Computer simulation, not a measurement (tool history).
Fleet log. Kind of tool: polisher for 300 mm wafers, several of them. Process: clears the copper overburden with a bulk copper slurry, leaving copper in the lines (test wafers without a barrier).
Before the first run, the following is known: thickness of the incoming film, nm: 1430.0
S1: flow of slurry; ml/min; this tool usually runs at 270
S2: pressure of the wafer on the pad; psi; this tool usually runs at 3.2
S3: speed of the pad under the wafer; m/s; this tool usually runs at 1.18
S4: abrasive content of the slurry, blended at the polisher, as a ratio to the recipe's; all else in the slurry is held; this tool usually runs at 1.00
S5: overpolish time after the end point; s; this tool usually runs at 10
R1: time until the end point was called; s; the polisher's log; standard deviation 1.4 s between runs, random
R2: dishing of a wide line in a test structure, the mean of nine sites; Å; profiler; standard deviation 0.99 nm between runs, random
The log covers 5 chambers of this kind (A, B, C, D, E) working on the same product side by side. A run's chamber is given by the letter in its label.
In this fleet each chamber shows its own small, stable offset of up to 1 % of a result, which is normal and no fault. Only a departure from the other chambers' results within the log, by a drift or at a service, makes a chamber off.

Run 1B, hour 9.1: usual settings. Result: R1 126.70 s, R2 390.93 Å.
Run 2C, hour 14.4: usual settings. Result: R1 130.83 s, R2 414.67 Å.
Run 3E, hour 18.7: usual settings. Result: R1 132.19 s, R2 411.20 Å.
Run 4A, hour 25.0: usual settings. Result: R1 128.95 s, R2 400.86 Å.
Run 5D, hour 31.7: usual settings but S4 0.85, S5 6 s. Result: R1 135.65 s, R2 330.76 Å.
At hour 36.5: chamber A: slurry blender recalibrated.
Run 6B, hour 40.6: usual settings but S4 0.85, S5 6 s. Result: R1 133.97 s, R2 318.86 Å.
At hour 41.0: chamber E: worn pad replaced by a new one.
Run 7A, hour 48.6: usual settings but S4 0.85, S5 6 s. Result: R1 135.73 s, R2 314.08 Å.
At hour 52.3: chamber B: slurry blender recalibrated.
Run 8D, hour 55.8: usual settings but S4 0.85, S5 6 s. Result: R1 138.95 s, R2 311.99 Å.
Run 9E, hour 61.4: usual settings but S4 0.85, S5 6 s. Result: R1 136.97 s, R2 328.99 Å.
Run 10C, hour 68.3: usual settings. Result: R1 133.96 s, R2 399.53 Å.
At hour 70.2: chamber A: worn pad replaced by a new one.
Run 11C, hour 76.7: usual settings. Result: R1 132.69 s, R2 433.36 Å.
At hour 79.7: chamber D: head pressure recalibrated.
Run 12B, hour 82.7: usual settings. Result: R1 129.19 s, R2 426.15 Å.
At hour 91.9: chamber E: slurry blender recalibrated.
Run 13D, hour 92.1: usual settings. Result: R1 132.06 s, R2 430.49 Å.
Run 14A, hour 99.4: usual settings. Result: R1 130.57 s, R2 395.34 Å.
Run 15E, hour 106.4: usual settings. Result: R1 130.76 s, R2 424.41 Å.
Run 16A, hour 110.9: usual settings. Result: R1 131.73 s, R2 405.69 Å.
At hour 118.1: chamber D: worn pad replaced by a new one.
Run 17B, hour 120.5: usual settings. Result: R1 128.88 s, R2 418.43 Å.
Run 18D, hour 126.3: usual settings. Result: R1 133.48 s, R2 408.52 Å.
Run 19E, hour 132.9: usual settings. Result: R1 130.68 s, R2 410.24 Å.
Run 20C, hour 141.4: usual settings. Result: R1 137.86 s, R2 397.44 Å.
Run 21D, hour 146.3: usual settings. Result: R1 130.67 s, R2 403.92 Å.
Run 22A, hour 155.3: usual settings. Result: R1 130.37 s, R2 418.73 Å.
Run 23E, hour 159.8: usual settings. Result: R1 132.79 s, R2 405.01 Å.
At hour 164.3: chamber B: worn pad replaced by a new one.
Run 24B, hour 166.3: usual settings. Result: R1 128.54 s, R2 392.66 Å.
At hour 166.5: chamber E: worn pad replaced by a new one.
Run 25C, hour 171.7: usual settings. Result: R1 138.66 s, R2 385.29 Å.
At hour 175.6: chamber D: slurry blender recalibrated.
Run 26D, hour 177.7: usual settings. Result: R1 130.49 s, R2 414.08 Å.
Run 27A, hour 186.2: usual settings. Result: R1 128.03 s, R2 404.45 Å.
Run 28C, hour 190.7: usual settings but S3 1.02 m/s, S4 1.30. Result: R1 152.45 s, R2 383.35 Å.
At hour 191.5: chamber C: slurry blender recalibrated.
Run 29B, hour 195.0: usual settings but S3 1.02 m/s, S4 1.30. Result: R1 143.19 s, R2 400.69 Å.
At hour 195.6: chamber E: head pressure recalibrated.
Run 30E, hour 201.0: usual settings but S3 1.02 m/s, S4 1.30. Result: R1 144.66 s, R2 391.55 Å.
Run 31C, hour 208.0: usual settings but S3 1.02 m/s, S4 1.30. Result: R1 154.40 s, R2 391.44 Å.
At hour 209.2: chamber B: slurry nozzle cleaned.
At hour 211.1: chamber A: worn pad replaced by a new one.
Run 32A, hour 215.9: usual settings but S3 1.02 m/s, S4 1.30. Result: R1 142.55 s, R2 396.03 Å.
Run 33B, hour 221.5: usual settings. Result: R1 129.23 s, R2 397.14 Å.
Run 34D, hour 227.2: usual settings. Result: R1 133.68 s, R2 432.45 Å.
Run 35E, hour 234.3: usual settings. Result: R1 134.19 s, R2 385.35 Å.
Run 36C, hour 240.2: usual settings. Result: R1 144.23 s, R2 398.90 Å.
Run 37B, hour 246.0: usual settings. Result: R1 131.20 s, R2 410.27 Å.
At hour 247.9: chamber D: worn pad replaced by a new one.
Run 38A, hour 252.6: usual settings. Result: R1 130.99 s, R2 412.10 Å.
Run 39E, hour 257.5: usual settings. Result: R1 131.19 s, R2 402.73 Å.
Run 40D, hour 263.8: usual settings. Result: R1 129.53 s, R2 407.90 Å.
Run 41B, hour 268.8: usual settings. Result: R1 127.70 s, R2 416.26 Å.

Read the log: is a single chamber off, either drifting away or since a service, is the gauge that measures every chamber drifting, or is nothing wrong beyond small per-chamber offsets? Name any odd chamber and what most likely caused it.

One chamber, C, drifts off from the rest bit by bit.
What lies behind it: removal rate lost through wear of the pad, % = 9.92.
The log might look much the same if the cause were instead: head's pressure below its setpoint, %.

Here are 4 candidates for chamber C's next run, each the usual settings with a change, their results left as question marks. Which one brings its results back in line with what the others give on the usual settings?
Allowed miss from the other chambers' usual-settings mean, per result, to count as in line: R1 4.80 s; R2 35.00 Å
Run 42C-1, hour 275.6: usual settings but S2 3.5 psi, S3 1.28 m/s. Result: R1 ?, R2 ?.
Run 42C-2, hour 275.6: usual settings but S2 3.4 psi, S3 1.24 m/s. Result: R1 ?, R2 ?.
Run 42C-3, hour 275.6: usual settings but S2 3.0 psi, S3 1.12 m/s. Result: R1 ?, R2 ?.
Run 42C-4, hour 275.6: usual settings but S2 2.9 psi, S3 1.08 m/s. Result: R1 ?, R2 ?.

Average result of the remaining chambers running the usual settings: R1 130.62 s; R2 409.68 Å
  run      R1      R2
42C-1  122.86  411.67
42C-2  130.49  402.60
42C-3  163.40  365.63
42C-4  175.18  353.59
42C-2 puts the chamber back in line with the other chambers.
